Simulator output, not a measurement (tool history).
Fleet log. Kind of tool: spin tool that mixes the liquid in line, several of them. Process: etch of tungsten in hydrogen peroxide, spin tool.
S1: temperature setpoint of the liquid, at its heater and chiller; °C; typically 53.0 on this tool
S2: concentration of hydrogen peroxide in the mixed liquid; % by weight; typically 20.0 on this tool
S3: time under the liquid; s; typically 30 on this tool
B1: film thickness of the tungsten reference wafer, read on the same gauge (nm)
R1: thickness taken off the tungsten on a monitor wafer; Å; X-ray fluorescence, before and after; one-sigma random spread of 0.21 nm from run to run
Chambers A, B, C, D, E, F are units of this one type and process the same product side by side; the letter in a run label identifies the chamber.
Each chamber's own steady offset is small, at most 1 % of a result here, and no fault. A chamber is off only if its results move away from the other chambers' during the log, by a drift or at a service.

run   hour    S1    S2  S3       B1      R1
 1F    2.8  53.0  20.0  30  100.050  300.67
       5.7  -- chamber F: peroxide flow meter replaced
 2D    6.5  53.0  20.0  30  100.000  300.68
      12.2  -- chamber E: peroxide flow meter replaced
 3B   12.5  53.0  20.0  30   99.995  306.49
 4A   15.4  53.0  20.0  30  100.010  302.90
 5E   19.5  53.0  20.0  30  100.000  306.41
 6C   25.0  53.0  20.0  30   99.977  304.64
 7B   30.3  53.0  20.0  30  100.030  305.32
 8E   34.0  53.0  25.5  30  100.020  342.10
 9A   37.5  53.0  25.5  30   99.999  346.60
10D   42.1  53.0  25.5  30   99.991  338.63
11C   45.9  53.0  25.5  30   99.988  342.43
12F   50.4  53.0  25.5  30  100.040  338.01
13E   54.1  53.0  25.5  30  100.030  344.11
14F   58.1  53.0  20.0  30  100.020  298.98
      60.2  -- chamber B: peroxide flow meter replaced
15D   61.9  53.0  20.0  30  100.000  298.08
16B   66.8  53.0  20.0  30  100.010  301.13
17A   71.2  53.0  20.0  30  100.020  300.00
18C   74.9  45.5  20.0  30   99.995  187.74
19F   81.1  45.5  20.0  30  100.030  191.05
20C   85.8  45.5  20.0  30  100.010  188.56
21E   90.0  45.5  20.0  30   99.984  191.52
22D   94.4  45.5  20.0  30  100.060  181.16
23B   97.3  45.5  20.0  30  100.010  190.82
24A  101.6  53.0  20.0  30  100.030  298.48
25D  105.0  53.0  20.0  30   99.976  283.39
26E  107.8  53.0  20.0  30   99.992  305.09
27A  111.0  53.0  20.0  30  100.030  299.54
28C  116.9  53.0  22.5  30   99.993  323.22
29B  121.5  53.0  22.5  30  100.040  316.33
30F  127.6  53.0  22.5  30   99.956  322.26
31D  132.4  53.0  22.5  30   99.957  297.66
32E  135.4  53.0  22.5  30  100.040  324.83
33F  138.2  53.0  22.5  30   99.974  319.56
34A  142.5  53.0  20.0  30  100.010  301.22
35C  145.7  53.0  20.0  30  100.010  301.46
36B  149.5  53.0  20.0  30   99.972  303.27
37A  154.2  53.0  20.0  30  100.030  301.07
38B  160.3  53.0  20.0  30  100.010  300.39
39F  165.9  53.0  20.0  30  100.000  300.68
40D  169.2  53.0  14.5  35  100.010  277.84
41E  172.2  53.0  14.5  35   99.986  304.85
42C  175.2  53.0  14.5  35   99.955  298.98

What goes on in this fleet: one chamber off, a drifting gauge, or nothing beyond the chambers' own small offsets? Name the chamber and the cause, if any.

It is chamber D that slowly wanders off from its peers.
Likeliest cause: liquid colder than its thermometer reads (K) = 1.53.
The log may not tell that from: temperature lost on the way to the wafer (K).

Below are 4 candidate recipes for chamber D's next run, each the usual settings with a change, their results shown as question marks. Which of them brings D's results back in line with what the other chambers give on the usual settings?
In-line tolerance around the mean of the other chambers on the usual settings: R1 7.50 Å
43D-1  179.6  52.5  20.0  30       ?
43D-2  179.6  54.5  20.0  30       ?
43D-3  179.6  53.5  20.0  30       ?
43D-4  179.6  51.5  20.0  30       ?

What the other chambers average on the usual settings: R1 302.25 Å
  run      R1
43D-1  266.54
43D-2  301.12
43D-3  283.36
43D-4  250.62
The right change is 43D-2: it brings the chamber back within the allowed miss of the others.
